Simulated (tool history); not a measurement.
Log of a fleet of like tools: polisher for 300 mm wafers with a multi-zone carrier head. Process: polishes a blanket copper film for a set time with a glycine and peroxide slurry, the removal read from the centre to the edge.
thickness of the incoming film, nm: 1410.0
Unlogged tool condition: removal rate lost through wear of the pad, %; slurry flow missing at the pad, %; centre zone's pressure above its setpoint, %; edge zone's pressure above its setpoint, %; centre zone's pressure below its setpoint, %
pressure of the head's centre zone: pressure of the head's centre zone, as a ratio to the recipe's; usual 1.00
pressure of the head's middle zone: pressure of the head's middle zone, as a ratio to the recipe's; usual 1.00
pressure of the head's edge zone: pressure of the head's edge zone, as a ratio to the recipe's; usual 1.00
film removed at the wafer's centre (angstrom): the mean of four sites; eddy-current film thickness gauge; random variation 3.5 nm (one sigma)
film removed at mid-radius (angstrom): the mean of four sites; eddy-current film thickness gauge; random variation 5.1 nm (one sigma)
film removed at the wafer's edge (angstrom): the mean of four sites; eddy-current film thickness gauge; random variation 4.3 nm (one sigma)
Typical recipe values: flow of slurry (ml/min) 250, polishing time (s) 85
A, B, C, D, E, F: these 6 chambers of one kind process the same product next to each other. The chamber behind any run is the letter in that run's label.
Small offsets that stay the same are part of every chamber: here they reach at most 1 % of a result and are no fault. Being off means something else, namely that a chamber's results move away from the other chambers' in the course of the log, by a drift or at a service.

run   hour  flow of slurry (ml/min)  pressure of the head's centre zone  pressure of the head's middle zone  pressure of the head's edge zone  polishing time (s)  wafers polished on this pad  hours since the slurry nozzle was cleaned  hours since the centre zone pressure was calibrated  hours since the edge zone pressure was calibrated  film removed at the wafer's centre (angstrom)  film removed at mid-radius (angstrom)  film removed at the wafer's edge (angstrom)
 1C    5.5                      250                                1.00                                1.00                              1.00                  85                          615                                      403.2                                                762.0                                              199.7                                         3716.4                                 3790.4                                       3784.5
       8.5  -- chamber F: centre zone pressure recalibrated
       8.6  -- chamber B: worn pad replaced by a new one
       8.7  -- chamber A: worn pad replaced by a new one
 2D    8.9                      250                                1.00                                1.00                              1.00                  85                          729                                      344.3                                                 69.6                                              163.7                                         3715.6                                 3707.7                                       3827.5
      11.6  -- chamber F: worn pad replaced by a new one
 3F   12.4                      250                                1.00                                1.00                              1.00                  85                           10                                       78.4                                                  4.0                                              641.6                                         3761.4                                 3687.3                                       3754.1
      15.7  -- chamber D: worn pad replaced by a new one
 4B   16.2                      250                                1.00                                1.00                              1.00                  85                           89                                      528.5                                                612.7                                              315.8                                         3725.1                                 3806.7                                       3837.0
 5A   20.2                      250                                1.07                                1.00                              1.00                  98                          134                                      333.4                                                132.2                                              524.4                                         4650.9                                 4432.2                                       4327.4
 6E   26.1                      250                                1.07                                1.00                              1.00                  98                          460                                       84.0                                                 32.4                                              459.7                                         4700.3                                 4280.0                                       4306.8
 7E   32.8                      250                                1.07                                1.00                              1.00                  98                          538                                       90.7                                                 39.1                                              466.4                                         4606.6                                 4363.6                                       4289.5
 8D   36.3                      250                                1.07                                1.00                              1.00                  98                          240                                      371.7                                                 97.0                                              191.1                                         4595.7                                 4254.3                                       4256.7
 9B   43.5                      250                                1.07                                1.00                              1.00                  98                          407                                      555.8                                                640.0                                              343.1                                         4594.8                                 4438.9                                       4337.2
10F   47.9                      250                                1.07                                1.00                              1.00                  98                          423                                      113.9                                                 39.5                                              677.1                                         4723.9                                 4258.5                                       4425.1
      48.5  -- chamber E: worn pad replaced by a new one
11C   55.1                      250                                1.00                                1.00                              1.00                  85                         1193                                      452.8                                                811.6                                              249.3                                         3690.6                                 3773.1                                       3750.6
12A   59.9                      250                                1.00                                1.00                              1.00                  85                          597                                      373.1                                                171.9                                              564.1                                         3728.9                                 3712.1                                       3781.9
13B   63.2                      250                                1.00                                1.00                              1.00                  85                          637                                      575.5                                                659.7                                              362.8                                         3747.8                                 3769.7                                       3801.2
      66.9  -- chamber B: worn pad replaced by a new one
14E   70.1                      250                                1.00                                1.00                              1.00                  85                          252                                      128.0                                                 76.4                                              503.7                                         3745.6                                 3767.1                                       3706.3
      74.0  -- chamber B: slurry nozzle cleaned
15F   75.2                      250                                1.00                                1.00                              1.00                  85                          742                                      141.2                                                 66.8                                              704.4                                         3699.9                                 3802.3                                       3737.2
16C   80.6                      250                                1.00                                1.00                              1.00                  85                         1490                                      478.3                                                837.1                                              274.8                                         3715.8                                 3826.6                                       3787.2
      85.4  -- chamber E: edge zone pressure recalibrated
      87.8  -- chamber D: worn pad replaced by a new one
17D   87.8                      250                                1.00                                1.00                              1.00                  85                            0                                      423.2                                                148.5                                              242.6                                         3718.0                                 3767.5                                       3745.9
18A   93.0                      250                                1.00                                1.00                              1.00                  85                          982                                      406.2                                                205.0                                              597.2                                         3709.3                                 3812.2                                       3771.9
19A   99.8                      250                                1.00                                1.00                              1.00                  85                         1062                                      413.0                                                211.8                                              604.0                                         3781.5                                 3753.3                                       3767.7
20B  104.7                      250                                1.00                                1.00                              1.00                  85                          440                                       30.8                                                701.2                                              404.3                                         3723.4                                 3693.7                                       3775.3
     109.0  -- chamber E: worn pad replaced by a new one
21F  110.5                      250                                1.00                                1.00                              1.00                  85                         1153                                      176.5                                                102.1                                              739.7                                         3827.3                                 3779.1                                       3720.0
     111.0  -- chamber A: slurry nozzle cleaned
     113.0  -- chamber F: worn pad replaced by a new one
22D  114.6                      250                                1.00                                1.00                              1.00                  85                          313                                      450.0                                                175.3                                              269.4                                         3743.5                                 3736.5                                       3866.7
23C  120.5                      250                                1.00                                1.00                              1.00                 105                         1955                                      518.2                                                877.0                                              314.7                                         4574.9                                 4532.2                                       4614.6
     121.0  -- chamber B: worn pad replaced by a new one
24E  123.8                      250                                1.00                                1.00                              1.00                 105                          172                                      181.7                                                130.1                                               38.5                                         4635.8                                 4756.0                                       4628.8
25A  129.6                      250                                1.00                                1.00                              1.00                 105                         1409                                       18.6                                                241.6                                              633.8                                         4598.7                                 4823.8                                       4665.1
     135.1  -- chamber A: worn pad replaced by a new one
26D  136.9                      250                                1.00                                1.00                              1.00                 105                          572                                      472.3                                                197.6                                              291.7                                         4603.9                                 4566.8                                       4634.1
27F  144.0                      250                                1.00                                1.00                              1.00                 105                          361                                      210.0                                                135.6                                              773.2                                         4619.7                                 4632.6                                       4721.2
28C  149.5                      250                                1.00                                1.00                              1.00                 105                         2293                                      547.2                                                906.0                                              343.7                                         4483.1                                 4534.6                                       4514.3
29E  154.7                      250                                1.00                                1.00                              1.00                  85                          532                                      212.6                                                161.0                                               69.4                                         3769.4                                 3683.6                                       3689.3
     159.9  -- chamber D: worn pad replaced by a new one
30B  160.8                      250                                1.00                                1.00                              1.00                  85                          464                                       86.9                                                757.3                                              460.4                                         3784.1                                 3721.7                                       3653.6
31C  167.2                      250                                1.00                                1.00                              1.00                  85                         2499                                      564.9                                                923.7                                              361.4                                         3596.5                                 3661.2                                       3580.7
     172.0  -- chamber B: worn pad replaced by a new one
32A  173.4                      250                                1.00                                1.00                              1.00                  85                          446                                       62.4                                                285.4                                              677.6                                         3740.6                                 3801.3                                       3773.2
33D  176.7                      250                                1.00                                1.00                              1.00                  85                          196                                      512.1                                                237.4                                              331.5                                         3678.0                                 3712.2                                       3824.8
     177.6  -- chamber E: worn pad replaced by a new one
     180.7  -- chamber F: slurry nozzle cleaned
34F  180.8                      250                                1.00                                1.00                              1.00                  85                          790                                        0.1                                                172.4                                              810.0                                         3744.2                                 3750.5                                       3776.5
35B  186.5                      250                                1.00                                1.00                              1.00                  85                          169                                      112.6                                                783.0                                              486.1                                         3757.5                                 3724.0                                       3657.2
36E  191.9                      250                                1.00                                1.00                              1.00                  85                          167                                      249.8                                                198.2                                              106.6                                         3756.8                                 3626.3                                       3742.7
37A  195.3                      250                                1.00                                1.00                              1.00                  85                          701                                       84.3                                                307.3                                              699.5                                         3720.0                                 3739.9                                       3727.6
38F  199.2                      250                                1.00                                1.00                              1.00                  85                         1004                                       18.5                                                190.8                                              828.4                                         3754.8                                 3657.9                                       3699.7
39E  203.2                      250                                1.00                                0.93                              1.05                  85                          299                                      261.1                                                209.5                                              117.9                                         3691.0                                 3604.3                                       3894.9

What goes on in this fleet: one chamber off, a drifting gauge, or nothing beyond the chambers' own small offsets? Name the chamber and the cause, if any.

Chamber C drifts away from the others.
Cause: removal rate lost through wear of the pad, % = 5.88.
Not necessarily distinguishable in this log from: slurry flow missing at the pad, %.

Which of the 4 candidates below, each the usual settings with something changed and its results left as question marks, puts chamber C back in line with what the other chambers give on the usual settings?
In line here means within this much of the mean the other chambers give on the usual settings: film removed at the wafer's centre (angstrom) 120.0; film removed at mid-radius (angstrom) 180.0; film removed at the wafer's edge (angstrom) 150.0
40C-1  208.6                      250                                1.00                                1.01                              0.99                  80                                                                                                                                                                                                                              ?                                      ?                                            ?
40C-2  208.6                      250                                1.00                                0.99                              1.01                  95                                                                                                                                                                                                                              ?                                      ?                                            ?
40C-3  208.6                      250                                1.00                                1.01                              0.99                  75                                                                                                                                                                                                                              ?                                      ?                                            ?
40C-4  208.6                      250                                1.00                                0.99                              1.01                  90                                                                                                                                                                                                                              ?                                      ?                                            ?

Mean of the other chambers on the usual settings: film removed at the wafer's centre (angstrom) 3741.8; film removed at mid-radius (angstrom) 3751.9; film removed at the wafer's edge (angstrom) 3766.4
  run  film removed at the wafer's centre (angstrom)  film removed at mid-radius (angstrom)  film removed at the wafer's edge (angstrom)
40C-1                                         3322.2                                 3386.3                                       3301.7
40C-2                                         3944.5                                 3946.9                                       3963.0
40C-3                                         3114.6                                 3174.7                                       3095.3
40C-4                                         3736.9                                 3739.2                                       3754.4
40C-4 brings the chamber back in line.
